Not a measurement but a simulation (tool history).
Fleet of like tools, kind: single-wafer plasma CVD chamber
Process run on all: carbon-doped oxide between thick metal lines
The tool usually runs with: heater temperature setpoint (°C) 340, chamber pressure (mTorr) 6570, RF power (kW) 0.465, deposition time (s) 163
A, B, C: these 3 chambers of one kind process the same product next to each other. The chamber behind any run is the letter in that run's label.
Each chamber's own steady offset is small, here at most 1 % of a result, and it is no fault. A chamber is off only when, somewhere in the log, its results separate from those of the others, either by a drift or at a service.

run	hour	heater temperature setpoint (°C)	chamber pressure (mTorr)	RF power (kW)	deposition time (s)	read-back reference wafer on the same gauge, thickness_nm	mean film thickness on the monitor wafer (Å)
# hour 7.9: chamber A: RF generator calibrated
1B	12.7	340	6570	0.465	163	788.29	8380.9
2C	19	340	6570	0.465	163	787.81	8292
3A	27.2	340	6570	0.465	163	787.97	8388.4
4C	34.8	340	6570	0.465	163	787.5	8287.9
5B	45.1	351	6570	0.465	137	787.98	6855.7
6A	55.5	351	6570	0.465	137	788	6830.4
7B	66.8	351	6570	0.465	137	787.75	6852.4
8A	72.8	340	6570	0.465	163	788.15	8366.6
9C	84.7	340	6570	0.465	163	788.09	8321
10C	93.5	340	6570	0.465	163	788.26	8306.9
11B	99.7	340	6570	0.465	163	788.31	8385
12A	111.3	333	6570	0.39	163	788.02	7532
13A	117.5	333	6570	0.39	163	788.05	7538.3
14B	130.5	333	6570	0.39	163	788.04	7542.1
15C	136.9	340	6570	0.465	163	788.04	8274.4
16B	148.4	340	6570	0.465	163	788.13	8384
17A	156.6	340	6570	0.465	163	787.94	8381.4
18C	166.5	340	7590	0.515	163	787.91	8928.9
# hour 169.7: chamber B: thermocouple changed; heater temperature recalibrated
19C	175.6	340	7590	0.515	163	788.09	8912.1
20B	181.7	340	7590	0.515	163	787.97	9036.1

Each of the 3 chambers runs these same settings next. Fill in every chamber's results:
21A	191.5	340	6570	0.465	163		?
21B	191.5	340	6570	0.465	163		?
21C	191.5	340	6570	0.465	163		?

run	mean film thickness on the monitor wafer (Å)
21A	8382.6
21B	8372.9
21C	8280.8
